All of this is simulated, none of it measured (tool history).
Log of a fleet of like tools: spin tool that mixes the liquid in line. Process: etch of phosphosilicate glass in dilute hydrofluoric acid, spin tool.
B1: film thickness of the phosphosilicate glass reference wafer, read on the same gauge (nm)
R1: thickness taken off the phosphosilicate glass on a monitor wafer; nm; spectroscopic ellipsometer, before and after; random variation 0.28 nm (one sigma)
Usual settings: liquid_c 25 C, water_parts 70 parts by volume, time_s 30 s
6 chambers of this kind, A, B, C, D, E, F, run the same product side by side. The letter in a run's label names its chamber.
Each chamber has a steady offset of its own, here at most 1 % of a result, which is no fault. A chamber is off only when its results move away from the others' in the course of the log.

{"run": "1C", "hour": 4.9, "liquid_c": 25, "water_parts": 70, "time_s": 30, "B1": 80.018, "R1": 56.198}
{"run": "2F", "hour": 8.8, "liquid_c": 25, "water_parts": 70, "time_s": 30, "B1": 80.039, "R1": 56.208}
{"run": "3E", "hour": 12.8, "liquid_c": 25, "water_parts": 70, "time_s": 30, "B1": 80.023, "R1": 55.95}
{"run": "4D", "hour": 20.0, "liquid_c": 25, "water_parts": 70, "time_s": 30, "B1": 79.981, "R1": 57.112}
{"run": "5B", "hour": 24.1, "liquid_c": 25, "water_parts": 70, "time_s": 30, "B1": 79.997, "R1": 56.283}
{"run": "6A", "hour": 27.3, "liquid_c": 25, "water_parts": 70, "time_s": 30, "B1": 79.992, "R1": 56.482}
{"run": "7F", "hour": 32.1, "liquid_c": 25, "water_parts": 70, "time_s": 30, "B1": 79.991, "R1": 55.816}
{"run": "8C", "hour": 39.2, "liquid_c": 25, "water_parts": 70, "time_s": 30, "B1": 80.039, "R1": 55.442}
{"run": "9E", "hour": 46.1, "liquid_c": 25, "water_parts": 90, "time_s": 40, "B1": 80.005, "R1": 56.449}
{"run": "10D", "hour": 52.7, "liquid_c": 25, "water_parts": 90, "time_s": 40, "B1": 80.008, "R1": 57.839}
{"run": "11B", "hour": 56.4, "liquid_c": 25, "water_parts": 90, "time_s": 40, "B1": 79.975, "R1": 56.385}
{"run": "12A", "hour": 63.7, "liquid_c": 25, "water_parts": 90, "time_s": 40, "B1": 79.982, "R1": 57.267}
{"run": "13A", "hour": 70.9, "liquid_c": 25, "water_parts": 90, "time_s": 40, "B1": 79.972, "R1": 56.928}
{"run": "14D", "hour": 74.5, "liquid_c": 25, "water_parts": 90, "time_s": 40, "B1": 80.003, "R1": 57.959}
{"run": "15F", "hour": 77.9, "liquid_c": 25, "water_parts": 70, "time_s": 30, "B1": 79.99, "R1": 55.869}
{"run": "16B", "hour": 81.7, "liquid_c": 25, "water_parts": 70, "time_s": 30, "B1": 79.959, "R1": 56.2}
{"run": "17C", "hour": 87.6, "liquid_c": 25, "water_parts": 70, "time_s": 30, "B1": 80.007, "R1": 56.484}
{"run": "18E", "hour": 93.0, "liquid_c": 25, "water_parts": 70, "time_s": 30, "B1": 80.008, "R1": 56.235}
{"run": "19A", "hour": 96.8, "liquid_c": 25, "water_parts": 70, "time_s": 30, "B1": 80.029, "R1": 57.01}
{"run": "20F", "hour": 103.0, "liquid_c": 25, "water_parts": 70, "time_s": 30, "B1": 80.01, "R1": 56.179}
{"run": "21D", "hour": 106.5, "liquid_c": 22, "water_parts": 70, "time_s": 45, "B1": 80.033, "R1": 75.153}
{"run": "22E", "hour": 109.7, "liquid_c": 22, "water_parts": 70, "time_s": 45, "B1": 79.977, "R1": 74.376}
{"run": "23C", "hour": 115.7, "liquid_c": 22, "water_parts": 70, "time_s": 45, "B1": 80.005, "R1": 74.319}
{"run": "24B", "hour": 122.9, "liquid_c": 22, "water_parts": 70, "time_s": 45, "B1": 79.987, "R1": 74.655}
{"run": "25C", "hour": 129.7, "liquid_c": 22, "water_parts": 70, "time_s": 45, "B1": 79.951, "R1": 74.408}
{"run": "26E", "hour": 135.1, "liquid_c": 22, "water_parts": 70, "time_s": 45, "B1": 80.027, "R1": 74.012}
{"run": "27B", "hour": 141.8, "liquid_c": 25, "water_parts": 70, "time_s": 30, "B1": 79.988, "R1": 56.506}
{"run": "28A", "hour": 147.1, "liquid_c": 25, "water_parts": 70, "time_s": 30, "B1": 79.999, "R1": 57.35}
{"run": "29F", "hour": 150.3, "liquid_c": 25, "water_parts": 70, "time_s": 30, "B1": 80.04, "R1": 56.426}
{"run": "30D", "hour": 154.3, "liquid_c": 25, "water_parts": 70, "time_s": 30, "B1": 79.984, "R1": 56.24}
{"run": "31C", "hour": 161.6, "liquid_c": 25, "water_parts": 70, "time_s": 30, "B1": 80.005, "R1": 56.211}
{"run": "32F", "hour": 166.6, "liquid_c": 27.5, "water_parts": 70, "time_s": 25, "B1": 79.986, "R1": 51.93}
{"run": "33E", "hour": 171.4, "liquid_c": 27.5, "water_parts": 70, "time_s": 25, "B1": 80.004, "R1": 51.09}
{"run": "34B", "hour": 176.5, "liquid_c": 27.5, "water_parts": 70, "time_s": 25, "B1": 79.969, "R1": 51.538}
{"hour": 182.1, "done": "chamber F: hydrofluoric acid flow meter replaced"}
{"run": "35A", "hour": 183.7, "liquid_c": 27.5, "water_parts": 70, "time_s": 25, "B1": 79.97, "R1": 52.275}
{"run": "36D", "hour": 188.4, "liquid_c": 27.5, "water_parts": 70, "time_s": 25, "B1": 80.017, "R1": 51.699}
{"run": "37A", "hour": 192.6, "liquid_c": 27.5, "water_parts": 70, "time_s": 25, "B1": 79.983, "R1": 52.145}
{"run": "38C", "hour": 197.1, "liquid_c": 25, "water_parts": 70, "time_s": 30, "B1": 79.974, "R1": 56.794}
{"run": "39B", "hour": 203.8, "liquid_c": 25, "water_parts": 70, "time_s": 30, "B1": 80.038, "R1": 56.256}
{"run": "40D", "hour": 209.8, "liquid_c": 25, "water_parts": 70, "time_s": 30, "B1": 79.948, "R1": 56.855}
{"run": "41F", "hour": 214.3, "liquid_c": 25, "water_parts": 70, "time_s": 30, "B1": 80.006, "R1": 56.051}
{"run": "42E", "hour": 219.6, "liquid_c": 25, "water_parts": 70, "time_s": 30, "B1": 80.004, "R1": 55.848}
{"run": "43A", "hour": 223.4, "liquid_c": 28.5, "water_parts": 100, "time_s": 30, "B1": 80.012, "R1": 43.338}
{"run": "44E", "hour": 227.0, "liquid_c": 28.5, "water_parts": 100, "time_s": 30, "B1": 80.008, "R1": 42.984}

What goes on in this fleet: one chamber off, a drifting gauge, or nothing beyond the chambers' own small offsets? Name the chamber and the cause, if any.

No chamber stands off beyond its own small offset, and the gauge holds steady.

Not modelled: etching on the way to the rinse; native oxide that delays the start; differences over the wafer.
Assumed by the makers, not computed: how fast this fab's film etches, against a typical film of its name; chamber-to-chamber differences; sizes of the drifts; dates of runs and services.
